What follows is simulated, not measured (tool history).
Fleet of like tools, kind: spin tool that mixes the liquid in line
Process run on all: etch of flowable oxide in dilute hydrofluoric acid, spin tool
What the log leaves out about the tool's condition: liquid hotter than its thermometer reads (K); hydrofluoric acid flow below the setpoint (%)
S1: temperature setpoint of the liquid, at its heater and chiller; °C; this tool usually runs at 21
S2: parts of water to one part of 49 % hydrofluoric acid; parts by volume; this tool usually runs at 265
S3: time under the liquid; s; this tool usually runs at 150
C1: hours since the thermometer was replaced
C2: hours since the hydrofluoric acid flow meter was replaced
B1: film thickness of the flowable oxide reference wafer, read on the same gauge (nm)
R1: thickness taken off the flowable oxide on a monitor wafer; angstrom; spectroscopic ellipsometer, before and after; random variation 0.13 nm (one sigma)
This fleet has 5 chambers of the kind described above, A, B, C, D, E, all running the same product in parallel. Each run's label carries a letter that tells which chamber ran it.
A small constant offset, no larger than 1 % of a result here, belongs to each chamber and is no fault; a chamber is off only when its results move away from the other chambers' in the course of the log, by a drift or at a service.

run 1C day=0.367 | S1=21 S2=265 S3=150 | C1=301.7 C2=873.5 | B1=149.99 | R1=178.780
-- day=0.908 chamber A: hydrofluoric acid flow meter replaced
run 2D day=0.917 | S1=21 S2=265 S3=150 | C1=314.7 C2=1044.0 | B1=150.00 | R1=178.940
run 3B day=1.400 | S1=21 S2=265 S3=150 | C1=832.7 C2=459.1 | B1=150.00 | R1=179.010
run 4A day=1.771 | S1=21 S2=265 S3=150 | C1=1375.5 C2=20.7 | B1=150.01 | R1=179.020
run 5E day=2.312 | S1=21 S2=265 S3=150 | C1=690.2 C2=1728.4 | B1=150.02 | R1=174.870
run 6D day=2.633 | S1=21 S2=265 S3=150 | C1=355.9 C2=1085.2 | B1=149.96 | R1=176.990
run 7C day=2.917 | S1=21 S2=265 S3=150 | C1=362.9 C2=934.7 | B1=149.99 | R1=177.630
run 8E day=3.279 | S1=21 S2=265 S3=150 | C1=713.4 C2=1751.6 | B1=150.03 | R1=175.570
run 9A day=3.729 | S1=21 S2=265 S3=150 | C1=1422.5 C2=67.7 | B1=150.02 | R1=177.860
run 10B day=4.104 | S1=21 S2=265 S3=150 | C1=897.6 C2=524.0 | B1=150.02 | R1=177.190
-- day=4.512 chamber E: hydrofluoric acid flow meter replaced
run 11A day=4.542 | S1=21 S2=265 S3=150 | C1=1442.0 C2=87.2 | B1=150.00 | R1=179.970
run 12C day=5.108 | S1=21 S2=265 S3=150 | C1=415.5 C2=987.3 | B1=150.00 | R1=174.020
run 13D day=5.417 | S1=21 S2=265 S3=150 | C1=422.7 C2=1152.0 | B1=149.96 | R1=179.990
run 14B day=5.729 | S1=21 S2=265 S3=150 | C1=936.6 C2=563.0 | B1=149.96 | R1=179.520
run 15E day=6.083 | S1=21 S2=265 S3=150 | C1=780.7 C2=37.7 | B1=150.01 | R1=178.790
run 16C day=6.525 | S1=21 S2=265 S3=180 | C1=449.5 C2=1021.3 | B1=150.03 | R1=211.910
run 17B day=6.812 | S1=21 S2=265 S3=180 | C1=962.6 C2=589.0 | B1=149.97 | R1=219.820
run 18E day=7.250 | S1=21 S2=265 S3=180 | C1=808.7 C2=65.7 | B1=150.03 | R1=212.390
run 19A day=7.604 | S1=21 S2=265 S3=180 | C1=1515.5 C2=160.7 | B1=150.02 | R1=215.080
run 20D day=8.067 | S1=21 S2=265 S3=180 | C1=486.3 C2=1215.6 | B1=150.00 | R1=215.330
run 21C day=8.621 | S1=21 S2=265 S3=150 | C1=499.8 C2=1071.6 | B1=150.04 | R1=176.180
run 22A day=9.088 | S1=21 S2=305 S3=90 | C1=1551.1 C2=196.3 | B1=150.00 | R1=90.443
run 23E day=9.512 | S1=21 S2=305 S3=90 | C1=863.0 C2=120.0 | B1=150.02 | R1=88.815
run 24D day=9.875 | S1=21 S2=305 S3=90 | C1=529.7 C2=1259.0 | B1=150.03 | R1=88.892
run 25B day=10.388 | S1=21 S2=305 S3=90 | C1=1048.4 C2=674.8 | B1=150.06 | R1=91.468
run 26E day=10.762 | S1=21 S2=305 S3=90 | C1=893.0 C2=150.0 | B1=149.98 | R1=88.070
run 27B day=11.125 | S1=21 S2=265 S3=150 | C1=1066.1 C2=692.5 | B1=149.98 | R1=186.760
run 28A day=11.721 | S1=21 S2=265 S3=230 | C1=1614.3 C2=259.5 | B1=150.02 | R1=270.760
run 29C day=12.208 | S1=21 S2=265 S3=230 | C1=585.9 C2=1157.7 | B1=150.02 | R1=270.070
run 30D day=12.533 | S1=21 S2=265 S3=230 | C1=593.5 C2=1322.8 | B1=149.96 | R1=272.720
run 31B day=13.125 | S1=21 S2=265 S3=230 | C1=1114.1 C2=740.5 | B1=150.03 | R1=282.780
run 32C day=13.467 | S1=21 S2=265 S3=230 | C1=616.1 C2=1187.9 | B1=149.99 | R1=269.220
run 33A day=13.854 | S1=21 S2=265 S3=150 | C1=1665.5 C2=310.7 | B1=149.97 | R1=176.960
-- day=14.204 chamber A: thermometer replaced
run 34D day=14.458 | S1=21 S2=265 S3=150 | C1=639.7 C2=1369.0 | B1=149.99 | R1=179.860
run 35E day=15.042 | S1=21 S2=265 S3=150 | C1=995.7 C2=252.7 | B1=150.02 | R1=178.870
run 36D day=15.592 | S1=21 S2=265 S3=150 | C1=666.9 C2=1396.2 | B1=149.98 | R1=179.380
run 37E day=15.992 | S1=21 S2=265 S3=150 | C1=1018.5 C2=275.5 | B1=149.99 | R1=176.190
run 38C day=16.550 | S1=21 S2=265 S3=150 | C1=690.1 C2=1261.9 | B1=149.99 | R1=175.340
run 39B day=17.021 | S1=21 S2=265 S3=150 | C1=1207.6 C2=834.0 | B1=150.01 | R1=186.790
run 40A day=17.442 | S1=21 S2=265 S3=150 | C1=77.8 C2=396.8 | B1=150.04 | R1=177.160
run 41D day=17.883 | S1=21 S2=265 S3=150 | C1=721.9 C2=1451.2 | B1=150.02 | R1=176.460

Is one chamber out of step, is the gauge drifting, or do the chambers differ by no more than their own small offsets? For an off chamber, give its letter and the likeliest cause.

Chamber B drifts away from the others.
What lies behind it: liquid hotter than its thermometer reads (K) = 1.6.
The log may not tell that from: hydrofluoric acid flow above the setpoint (%).

Here are 4 candidates for chamber B's next run, each the usual settings with a change, their results left as question marks. Which one brings its results back in line with what the others give on the usual settings?
Counts as in line when no further than this from what the other chambers average on the usual settings: R1 4.600 angstrom
run 42B-1 day=18.342 | S1=21 S2=265 S3=140 | R1=?
run 42B-2 day=18.342 | S1=21 S2=290 S3=150 | R1=?
run 42B-3 day=18.342 | S1=21 S2=255 S3=160 | R1=?
run 42B-4 day=18.342 | S1=23 S2=265 S3=150 | R1=?

The other chambers' mean on the usual settings: R1 177.140 angstrom
run=42B-1 R1=177.000
run=42B-2 R1=168.880
run=42B-3 R1=212.440
run=42B-4 R1=203.570
Change 42B-1 lands the chamber within the allowed miss of the other chambers.
